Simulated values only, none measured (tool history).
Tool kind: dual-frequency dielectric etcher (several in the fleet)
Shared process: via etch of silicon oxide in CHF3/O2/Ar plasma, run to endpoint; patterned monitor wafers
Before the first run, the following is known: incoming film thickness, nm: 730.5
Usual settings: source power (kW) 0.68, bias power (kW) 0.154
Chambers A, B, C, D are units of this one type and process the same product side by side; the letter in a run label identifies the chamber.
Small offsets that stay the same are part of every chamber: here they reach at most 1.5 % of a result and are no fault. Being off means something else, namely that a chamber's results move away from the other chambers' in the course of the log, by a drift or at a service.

Run 1B, day 0.338: usual settings. Result: endpoint time (s) 376.67.
Run 2A, day 0.712: usual settings. Result: endpoint time (s) 374.47.
Run 3D, day 0.958: usual settings. Result: endpoint time (s) 377.77.
Run 4C, day 1.221: usual settings. Result: endpoint time (s) 365.27.
Run 5D, day 1.575: usual settings. Result: endpoint time (s) 377.28.
Run 6B, day 1.883: usual settings. Result: endpoint time (s) 373.71.
Run 7C, day 2.196: usual settings. Result: endpoint time (s) 368.33.
Run 8A, day 2.408: usual settings. Result: endpoint time (s) 375.15.
Run 9B, day 2.829: usual settings. Result: endpoint time (s) 375.15.
Run 10D, day 3.208: usual settings. Result: endpoint time (s) 375.05.
Run 11C, day 3.479: usual settings. Result: endpoint time (s) 365.8.
Run 12A, day 3.671: usual settings. Result: endpoint time (s) 375.18.
Run 13D, day 3.9: usual settings. Result: endpoint time (s) 374.14.
Run 14A, day 4.275: usual settings. Result: endpoint time (s) 374.04.
Run 15C, day 4.638: usual settings. Result: endpoint time (s) 365.46.
Run 16B, day 4.904: usual settings. Result: endpoint time (s) 373.4.
Run 17C, day 5.342: usual settings. Result: endpoint time (s) 365.34.
Run 18B, day 5.633: usual settings. Result: endpoint time (s) 374.05.
Run 19A, day 5.858: usual settings. Result: endpoint time (s) 374.95.
At day 5.912: chamber C: wet clean of the chamber.
At day 6.254: chamber B: wet clean of the chamber.
Run 20D, day 6.283: usual settings. Result: endpoint time (s) 372.88.
Run 21B, day 6.583: usual settings. Result: endpoint time (s) 372.37.
Run 22C, day 6.904: usual settings. Result: endpoint time (s) 367.05.
Run 23D, day 7.304: usual settings. Result: endpoint time (s) 375.94.
Run 24A, day 7.571: usual settings. Result: endpoint time (s) 371.22.
Run 25B, day 7.867: usual settings. Result: endpoint time (s) 375.01.
Run 26D, day 8.067: usual settings. Result: endpoint time (s) 378.25.
Run 27C, day 8.45: usual settings. Result: endpoint time (s) 366.88.
Run 28A, day 8.888: usual settings. Result: endpoint time (s) 373.71.
At day 9.054: chamber A: wet clean of the chamber.
Run 29B, day 9.138: usual settings but bias power (kW) 0.135. Result: endpoint time (s) 392.92.
Run 30C, day 9.508: usual settings but bias power (kW) 0.135. Result: endpoint time (s) 383.99.
Run 31A, day 9.904: usual settings but bias power (kW) 0.135. Result: endpoint time (s) 386.74.
Run 32D, day 10.167: usual settings but bias power (kW) 0.135. Result: endpoint time (s) 400.27.
Run 33A, day 10.442: usual settings. Result: endpoint time (s) 374.28.
Run 34D, day 10.717: usual settings. Result: endpoint time (s) 380.54.
Run 35B, day 10.917: usual settings. Result: endpoint time (s) 375.19.
Run 36C, day 11.346: usual settings. Result: endpoint time (s) 368.34.
Run 37C, day 11.575: usual settings. Result: endpoint time (s) 367.39.
Run 38B, day 11.767: usual settings. Result: endpoint time (s) 374.89.
Run 39D, day 12.067: usual settings. Result: endpoint time (s) 383.1.
Run 40A, day 12.358: usual settings. Result: endpoint time (s) 375.08.
Run 41A, day 12.742: usual settings but bias power (kW) 0.133. Result: endpoint time (s) 393.38.
Run 42D, day 13.017: usual settings but bias power (kW) 0.133. Result: endpoint time (s) 402.15.
Run 43B, day 13.379: usual settings but bias power (kW) 0.133. Result: endpoint time (s) 394.11.

Is one chamber off against the others, does the gauge drift, or is nothing wrong? If a chamber is off, say which, and what the likeliest cause is.

It is chamber D that slowly wanders off from its peers.
What lies behind it: etch rate under this chamber's usual, % = 2.57.

Below are 4 candidate recipes for chamber D's next run, each the usual settings with a change, their results shown as question marks. Which of them brings D's results back in line with what the other chambers give on the usual settings?
To be in line, a result may differ from the other chambers' mean on the usual settings by at most: endpoint time (s) 6.3
Run 44D-1, day 13.7: usual settings but source power (kW) 0.73. Result: endpoint time (s) ?.
Run 44D-2, day 13.7: usual settings but bias power (kW) 0.139. Result: endpoint time (s) ?.
Run 44D-3, day 13.7: usual settings but source power (kW) 0.79. Result: endpoint time (s) ?.
Run 44D-4, day 13.7: usual settings but bias power (kW) 0.124. Result: endpoint time (s) ?.

Mean of the other chambers on the usual settings: endpoint time (s) 371.99
  run  endpoint time (s)
44D-1             372.66
44D-2              395.6
44D-3             361.38
44D-4             409.65
44D-1 puts the chamber back in line with the other chambers.

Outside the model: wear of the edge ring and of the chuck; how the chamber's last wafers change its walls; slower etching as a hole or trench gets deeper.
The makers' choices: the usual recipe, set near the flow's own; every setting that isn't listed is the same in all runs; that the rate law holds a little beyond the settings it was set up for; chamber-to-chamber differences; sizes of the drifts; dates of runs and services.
